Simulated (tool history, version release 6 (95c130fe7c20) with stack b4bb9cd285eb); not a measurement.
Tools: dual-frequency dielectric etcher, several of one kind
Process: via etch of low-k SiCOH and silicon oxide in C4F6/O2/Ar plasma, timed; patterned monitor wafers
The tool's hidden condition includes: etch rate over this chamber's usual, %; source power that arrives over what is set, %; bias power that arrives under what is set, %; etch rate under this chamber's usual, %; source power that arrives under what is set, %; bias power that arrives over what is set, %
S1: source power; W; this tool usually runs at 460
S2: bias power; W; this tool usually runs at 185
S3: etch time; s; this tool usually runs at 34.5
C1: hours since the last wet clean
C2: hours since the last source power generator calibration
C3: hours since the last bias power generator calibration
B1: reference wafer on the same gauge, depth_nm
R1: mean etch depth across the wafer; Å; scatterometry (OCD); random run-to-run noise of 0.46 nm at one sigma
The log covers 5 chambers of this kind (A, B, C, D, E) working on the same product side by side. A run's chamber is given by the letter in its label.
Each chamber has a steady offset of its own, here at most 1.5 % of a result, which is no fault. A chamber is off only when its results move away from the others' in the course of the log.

-- hour=3.5 chamber A: wet clean of the chamber
run 1E hour=8.1 | S1=460 S2=185 S3=34.5 | C1=86 C2=2425.8 C3=126.1 | B1=103.2 | R1=854.59
run 2D hour=14.2 | S1=460 S2=185 S3=34.5 | C1=35.4 C2=1062 C3=1245.4 | B1=103.1 | R1=872.5
run 3C hour=21.3 | S1=460 S2=185 S3=34.5 | C1=323.5 C2=2696 C3=3515 | B1=103.16 | R1=876.28
run 4B hour=27.7 | S1=460 S2=185 S3=34.5 | C1=380.9 C2=1762.1 C3=1825.5 | B1=103.23 | R1=862.26
run 5A hour=33.1 | S1=460 S2=185 S3=34.5 | C1=29.7 C2=3438.2 C3=1993 | B1=103.15 | R1=859.4
run 6B hour=40.1 | S1=460 S2=185 S3=34.5 | C1=393.3 C2=1774.5 C3=1837.9 | B1=103.03 | R1=873.42
-- hour=46.9 chamber C: source power generator calibrated
run 7D hour=49.4 | S1=460 S2=185 S3=34.5 | C1=70.6 C2=1097.2 C3=1280.6 | B1=103.12 | R1=867.6
run 8A hour=54.9 | S1=460 S2=185 S3=34.5 | C1=51.5 C2=3460 C3=2014.8 | B1=103.27 | R1=855.21
run 9E hour=62.4 | S1=460 S2=185 S3=34.5 | C1=140.3 C2=2480.1 C3=180.4 | B1=103.14 | R1=861.69
run 10C hour=70.8 | S1=460 S2=185 S3=34.5 | C1=373 C2=24 C3=3564.5 | B1=103.06 | R1=880.57
run 11E hour=76 | S1=460 S2=185 S3=34.5 | C1=153.9 C2=2493.7 C3=194 | B1=103.23 | R1=857.06
run 12A hour=84.9 | S1=460 S2=185 S3=34.5 | C1=81.5 C2=3490 C3=2044.8 | B1=103.29 | R1=862.71
run 13C hour=90.8 | S1=460 S2=185 S3=34.5 | C1=393 C2=44 C3=3584.5 | B1=103.08 | R1=881.09
run 14D hour=99.9 | S1=460 S2=185 S3=34.5 | C1=121.1 C2=1147.7 C3=1331.1 | B1=102.93 | R1=861.12
run 15B hour=106.9 | S1=460 S2=185 S3=34.5 | C1=460.1 C2=1841.3 C3=1904.7 | B1=103.06 | R1=863.48
run 16E hour=112.5 | S1=460 S2=185 S3=34.5 | C1=190.4 C2=2530.2 C3=230.5 | B1=102.96 | R1=858.43
run 17A hour=118.9 | S1=460 S2=185 S3=34.5 | C1=115.5 C2=3524 C3=2078.8 | B1=103.04 | R1=863.39
run 18C hour=126.7 | S1=460 S2=185 S3=34.5 | C1=428.9 C2=79.9 C3=3620.4 | B1=103.12 | R1=878.33
run 19B hour=132.4 | S1=460 S2=185 S3=34.5 | C1=485.6 C2=1866.8 C3=1930.2 | B1=103.03 | R1=860
run 20D hour=140.6 | S1=460 S2=145 S3=24.5 | C1=161.8 C2=1188.4 C3=1371.8 | B1=103.01 | R1=567.76
run 21E hour=149.8 | S1=460 S2=145 S3=24.5 | C1=227.7 C2=2567.5 C3=267.8 | B1=103.05 | R1=571.86
run 22C hour=156.6 | S1=460 S2=145 S3=24.5 | C1=458.8 C2=109.8 C3=3650.3 | B1=103.05 | R1=584.07
run 23B hour=166.2 | S1=460 S2=145 S3=24.5 | C1=519.4 C2=1900.6 C3=1964 | B1=103.14 | R1=566.5
run 24D hour=172.1 | S1=460 S2=145 S3=24.5 | C1=193.3 C2=1219.9 C3=1403.3 | B1=103.14 | R1=568.93
run 25A hour=178.6 | S1=460 S2=185 S3=34.5 | C1=175.2 C2=3583.7 C3=2138.5 | B1=103.09 | R1=859.71
run 26C hour=185.9 | S1=460 S2=185 S3=34.5 | C1=488.1 C2=139.1 C3=3679.6 | B1=103.12 | R1=878.28
run 27B hour=194.6 | S1=460 S2=185 S3=34.5 | C1=547.8 C2=1929 C3=1992.4 | B1=103.12 | R1=853.89
run 28A hour=199.2 | S1=460 S2=185 S3=34.5 | C1=195.8 C2=3604.3 C3=2159.1 | B1=103.07 | R1=860.29
run 29E hour=207.8 | S1=460 S2=153 S3=34.5 | C1=285.7 C2=2625.5 C3=325.8 | B1=103.01 | R1=804.73
run 30D hour=216.2 | S1=460 S2=153 S3=34.5 | C1=237.4 C2=1264 C3=1447.4 | B1=103.06 | R1=815.71
run 31D hour=225.6 | S1=460 S2=153 S3=34.5 | C1=246.8 C2=1273.4 C3=1456.8 | B1=103.09 | R1=813.41
run 32E hour=232.6 | S1=460 S2=153 S3=34.5 | C1=310.5 C2=2650.3 C3=350.6 | B1=102.95 | R1=817.05
run 33A hour=240.1 | S1=460 S2=153 S3=34.5 | C1=236.7 C2=3645.2 C3=2200 | B1=103.13 | R1=806.41
run 34C hour=247.2 | S1=460 S2=185 S3=34.5 | C1=549.4 C2=200.4 C3=3740.9 | B1=103.18 | R1=877.99
run 35B hour=255.7 | S1=460 S2=185 S3=34.5 | C1=608.9 C2=1990.1 C3=2053.5 | B1=103.08 | R1=850.06

Each of the 5 chambers runs these same settings next. Fill in every chamber's results:
run 36A hour=262.7 | S1=460 S2=185 S3=34.5 | R1=?
run 36B hour=262.7 | S1=460 S2=185 S3=34.5 | R1=?
run 36C hour=262.7 | S1=460 S2=185 S3=34.5 | R1=?
run 36D hour=262.7 | S1=460 S2=185 S3=34.5 | R1=?
run 36E hour=262.7 | S1=460 S2=185 S3=34.5 | R1=?

run=36A R1=855.85
run=36B R1=845.76
run=36C R1=875.68
run=36D R1=862.75
run=36E R1=860.9

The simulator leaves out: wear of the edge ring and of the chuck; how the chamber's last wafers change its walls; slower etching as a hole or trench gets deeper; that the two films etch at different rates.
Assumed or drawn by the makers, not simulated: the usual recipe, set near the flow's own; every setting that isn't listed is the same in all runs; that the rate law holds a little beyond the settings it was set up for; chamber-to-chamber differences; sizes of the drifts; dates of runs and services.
